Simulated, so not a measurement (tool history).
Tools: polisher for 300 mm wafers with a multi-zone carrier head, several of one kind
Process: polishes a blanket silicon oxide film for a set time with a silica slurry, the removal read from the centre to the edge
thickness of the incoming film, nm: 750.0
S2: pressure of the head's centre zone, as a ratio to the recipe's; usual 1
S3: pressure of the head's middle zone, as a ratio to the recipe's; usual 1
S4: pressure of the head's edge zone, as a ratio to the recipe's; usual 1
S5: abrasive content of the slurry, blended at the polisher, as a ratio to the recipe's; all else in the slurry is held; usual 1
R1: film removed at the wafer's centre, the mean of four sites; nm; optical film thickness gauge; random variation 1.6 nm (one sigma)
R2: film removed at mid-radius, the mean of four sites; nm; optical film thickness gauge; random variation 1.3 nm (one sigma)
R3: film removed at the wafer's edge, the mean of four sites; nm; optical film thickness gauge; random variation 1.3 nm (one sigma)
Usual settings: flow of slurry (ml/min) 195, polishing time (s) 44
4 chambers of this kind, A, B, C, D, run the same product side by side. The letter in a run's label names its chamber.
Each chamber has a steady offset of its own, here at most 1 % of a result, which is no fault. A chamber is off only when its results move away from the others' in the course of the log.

{"run": "1D", "hour": 5.8, "flow of slurry (ml/min)": 195, "S2": 1, "S3": 1, "S4": 1, "S5": 1, "polishing time (s)": 44, "R1": 116.76, "R2": 116.86, "R3": 118.05}
{"run": "2A", "hour": 11.0, "flow of slurry (ml/min)": 195, "S2": 1, "S3": 1, "S4": 1, "S5": 1, "polishing time (s)": 44, "R1": 117.43, "R2": 114.99, "R3": 116.51}
{"run": "3B", "hour": 17.8, "flow of slurry (ml/min)": 195, "S2": 1, "S3": 1, "S4": 1, "S5": 1, "polishing time (s)": 44, "R1": 118.97, "R2": 114.58, "R3": 116.91}
{"hour": 20.6, "done": "chamber C: worn pad replaced by a new one"}
{"hour": 22.3, "done": "chamber D: centre zone pressure recalibrated"}
{"run": "4C", "hour": 22.6, "flow of slurry (ml/min)": 195, "S2": 1, "S3": 1, "S4": 1, "S5": 1, "polishing time (s)": 44, "R1": 115.95, "R2": 112.33, "R3": 114.63}
{"run": "5B", "hour": 28.0, "flow of slurry (ml/min)": 195, "S2": 1, "S3": 1, "S4": 1, "S5": 1, "polishing time (s)": 44, "R1": 118.64, "R2": 117.54, "R3": 116.48}
{"hour": 33.0, "done": "chamber A: worn pad replaced by a new one"}
{"run": "6C", "hour": 35.6, "flow of slurry (ml/min)": 195, "S2": 1, "S3": 1, "S4": 1, "S5": 1, "polishing time (s)": 44, "R1": 115.84, "R2": 115.7, "R3": 115.63}
{"hour": 40.9, "done": "chamber A: slurry nozzle cleaned"}
{"run": "7D", "hour": 42.4, "flow of slurry (ml/min)": 195, "S2": 1, "S3": 1, "S4": 1, "S5": 1, "polishing time (s)": 44, "R1": 118.16, "R2": 115.51, "R3": 118.21}
{"run": "8A", "hour": 48.7, "flow of slurry (ml/min)": 195, "S2": 1, "S3": 1, "S4": 1, "S5": 1, "polishing time (s)": 44, "R1": 120.54, "R2": 117.29, "R3": 116.5}
{"hour": 52.7, "done": "chamber D: worn pad replaced by a new one"}
{"run": "9D", "hour": 55.1, "flow of slurry (ml/min)": 195, "S2": 1, "S3": 1, "S4": 1, "S5": 1, "polishing time (s)": 30, "R1": 79.91, "R2": 79.913, "R3": 79.493}
{"run": "10A", "hour": 60.8, "flow of slurry (ml/min)": 195, "S2": 1, "S3": 1, "S4": 1, "S5": 1, "polishing time (s)": 30, "R1": 79.903, "R2": 78.428, "R3": 79.178}
{"run": "11B", "hour": 66.8, "flow of slurry (ml/min)": 195, "S2": 1, "S3": 1, "S4": 1, "S5": 1, "polishing time (s)": 30, "R1": 80.788, "R2": 79.264, "R3": 78.605}
{"hour": 69.2, "done": "chamber C: slurry nozzle cleaned"}
{"run": "12C", "hour": 72.1, "flow of slurry (ml/min)": 195, "S2": 1, "S3": 1, "S4": 1, "S5": 1, "polishing time (s)": 30, "R1": 80.212, "R2": 77.995, "R3": 78.083}
{"run": "13B", "hour": 75.7, "flow of slurry (ml/min)": 195, "S2": 1, "S3": 1, "S4": 1, "S5": 1, "polishing time (s)": 44, "R1": 118.93, "R2": 117.89, "R3": 115.91}
{"hour": 76.8, "done": "chamber B: centre zone pressure recalibrated"}
{"run": "14C", "hour": 79.6, "flow of slurry (ml/min)": 250, "S2": 1, "S3": 0.94, "S4": 1, "S5": 1, "polishing time (s)": 44, "R1": 120.79, "R2": 112.97, "R3": 121.95}
{"run": "15A", "hour": 84.7, "flow of slurry (ml/min)": 250, "S2": 1, "S3": 0.94, "S4": 1, "S5": 1, "polishing time (s)": 44, "R1": 119.13, "R2": 111.32, "R3": 118.89}
{"run": "16D", "hour": 88.1, "flow of slurry (ml/min)": 250, "S2": 1, "S3": 0.94, "S4": 1, "S5": 1, "polishing time (s)": 44, "R1": 120.03, "R2": 114.71, "R3": 121.73}
{"hour": 91.1, "done": "chamber D: slurry nozzle cleaned"}
{"run": "17B", "hour": 94.0, "flow of slurry (ml/min)": 250, "S2": 1, "S3": 0.94, "S4": 1, "S5": 1, "polishing time (s)": 44, "R1": 122.28, "R2": 110.17, "R3": 120.53}
{"run": "18D", "hour": 100.8, "flow of slurry (ml/min)": 195, "S2": 1, "S3": 1, "S4": 1, "S5": 1, "polishing time (s)": 44, "R1": 116.74, "R2": 118.02, "R3": 120.5}
{"run": "19C", "hour": 108.1, "flow of slurry (ml/min)": 195, "S2": 1, "S3": 1, "S4": 1, "S5": 1, "polishing time (s)": 44, "R1": 113.84, "R2": 115.83, "R3": 116.88}
{"run": "20A", "hour": 114.7, "flow of slurry (ml/min)": 195, "S2": 1, "S3": 1.04, "S4": 1, "S5": 0.85, "polishing time (s)": 44, "R1": 109.85, "R2": 111.22, "R3": 108}
{"hour": 116.0, "done": "chamber B: worn pad replaced by a new one"}
{"run": "21A", "hour": 121.1, "flow of slurry (ml/min)": 195, "S2": 1, "S3": 1.04, "S4": 1, "S5": 0.85, "polishing time (s)": 44, "R1": 104.92, "R2": 111.76, "R3": 108.2}
{"hour": 121.8, "done": "chamber A: worn pad replaced by a new one"}
{"hour": 124.2, "done": "chamber C: worn pad replaced by a new one"}
{"run": "22B", "hour": 126.5, "flow of slurry (ml/min)": 195, "S2": 1, "S3": 1.04, "S4": 1, "S5": 0.85, "polishing time (s)": 44, "R1": 108.85, "R2": 110, "R3": 106.19}
{"hour": 126.8, "done": "chamber D: worn pad replaced by a new one"}
{"run": "23D", "hour": 130.2, "flow of slurry (ml/min)": 195, "S2": 1, "S3": 1.04, "S4": 1, "S5": 0.85, "polishing time (s)": 44, "R1": 104.61, "R2": 111.56, "R3": 106.99}
{"run": "24C", "hour": 135.5, "flow of slurry (ml/min)": 195, "S2": 1, "S3": 1, "S4": 1, "S5": 1, "polishing time (s)": 44, "R1": 115.94, "R2": 115.18, "R3": 114.09}
{"run": "25D", "hour": 140.2, "flow of slurry (ml/min)": 195, "S2": 1, "S3": 0.89, "S4": 1, "S5": 1, "polishing time (s)": 44, "R1": 115.31, "R2": 105.76, "R3": 117.18}
{"run": "26B", "hour": 147.4, "flow of slurry (ml/min)": 195, "S2": 1, "S3": 0.89, "S4": 1, "S5": 1, "polishing time (s)": 44, "R1": 117.82, "R2": 105.62, "R3": 117.95}
{"run": "27C", "hour": 153.3, "flow of slurry (ml/min)": 195, "S2": 1, "S3": 0.89, "S4": 1, "S5": 1, "polishing time (s)": 44, "R1": 109.66, "R2": 104.89, "R3": 118.13}
{"run": "28A", "hour": 160.8, "flow of slurry (ml/min)": 195, "S2": 1, "S3": 0.89, "S4": 1, "S5": 1, "polishing time (s)": 44, "R1": 119.37, "R2": 105.44, "R3": 114.9}
{"run": "29B", "hour": 167.9, "flow of slurry (ml/min)": 195, "S2": 1, "S3": 1, "S4": 1, "S5": 1, "polishing time (s)": 44, "R1": 115.74, "R2": 116.65, "R3": 115.7}
{"run": "30A", "hour": 173.2, "flow of slurry (ml/min)": 195, "S2": 1, "S3": 1, "S4": 1, "S5": 1, "polishing time (s)": 44, "R1": 117.39, "R2": 114.85, "R3": 114.32}
{"run": "31C", "hour": 180.7, "flow of slurry (ml/min)": 195, "S2": 1, "S3": 1, "S4": 1, "S5": 1, "polishing time (s)": 44, "R1": 110.65, "R2": 117.56, "R3": 115.87}
{"run": "32D", "hour": 187.9, "flow of slurry (ml/min)": 195, "S2": 1, "S3": 1, "S4": 1, "S5": 1, "polishing time (s)": 44, "R1": 115.98, "R2": 118.94, "R3": 116.38}
{"run": "33D", "hour": 193.7, "flow of slurry (ml/min)": 195, "S2": 1, "S3": 1, "S4": 1, "S5": 1, "polishing time (s)": 44, "R1": 116.09, "R2": 118.58, "R3": 118.05}
{"hour": 197.7, "done": "chamber D: edge zone pressure recalibrated"}
{"run": "34B", "hour": 197.8, "flow of slurry (ml/min)": 195, "S2": 1, "S3": 1, "S4": 1, "S5": 1, "polishing time (s)": 44, "R1": 119.71, "R2": 113.91, "R3": 115.82}
{"hour": 200.4, "done": "chamber D: worn pad replaced by a new one"}
{"run": "35C", "hour": 202.2, "flow of slurry (ml/min)": 195, "S2": 1.09, "S3": 1, "S4": 1, "S5": 1, "polishing time (s)": 50, "R1": 134.67, "R2": 133.63, "R3": 133.78}
{"hour": 203.6, "done": "chamber A: worn pad replaced by a new one"}
{"run": "36A", "hour": 208.3, "flow of slurry (ml/min)": 195, "S2": 1.09, "S3": 1, "S4": 1, "S5": 1, "polishing time (s)": 50, "R1": 143.84, "R2": 131.55, "R3": 129.76}
{"run": "37C", "hour": 214.6, "flow of slurry (ml/min)": 195, "S2": 1.09, "S3": 1, "S4": 1, "S5": 1, "polishing time (s)": 50, "R1": 133.56, "R2": 132.33, "R3": 132.26}
{"run": "38B", "hour": 221.8, "flow of slurry (ml/min)": 195, "S2": 1.09, "S3": 1, "S4": 1, "S5": 1, "polishing time (s)": 50, "R1": 145.95, "R2": 129.8, "R3": 133.75}
{"run": "39D", "hour": 226.8, "flow of slurry (ml/min)": 195, "S2": 0.94, "S3": 1, "S4": 1, "S5": 1, "polishing time (s)": 44, "R1": 107.83, "R2": 115.44, "R3": 118.57}

All 4 chambers run these settings next. Forecast each chamber's results:
{"run": "40A", "hour": 232.3, "flow of slurry (ml/min)": 195, "S2": 1, "S3": 1, "S4": 1, "S5": 1.2, "polishing time (s)": 44, "R1": "?", "R2": "?", "R3": "?"}
{"run": "40B", "hour": 232.3, "flow of slurry (ml/min)": 195, "S2": 1, "S3": 1, "S4": 1, "S5": 1.2, "polishing time (s)": 44, "R1": "?", "R2": "?", "R3": "?"}
{"run": "40C", "hour": 232.3, "flow of slurry (ml/min)": 195, "S2": 1, "S3": 1, "S4": 1, "S5": 1.2, "polishing time (s)": 44, "R1": "?", "R2": "?", "R3": "?"}
{"run": "40D", "hour": 232.3, "flow of slurry (ml/min)": 195, "S2": 1, "S3": 1, "S4": 1, "S5": 1.2, "polishing time (s)": 44, "R1": "?", "R2": "?", "R3": "?"}

run=40A R1=129.99 R2=125.25 R3=126.98
run=40B R1=125.41 R2=123.99 R3=124.61
run=40C R1=117.97 R2=125.38 R3=125.02
run=40D R1=126.97 R2=125.56 R3=127.72

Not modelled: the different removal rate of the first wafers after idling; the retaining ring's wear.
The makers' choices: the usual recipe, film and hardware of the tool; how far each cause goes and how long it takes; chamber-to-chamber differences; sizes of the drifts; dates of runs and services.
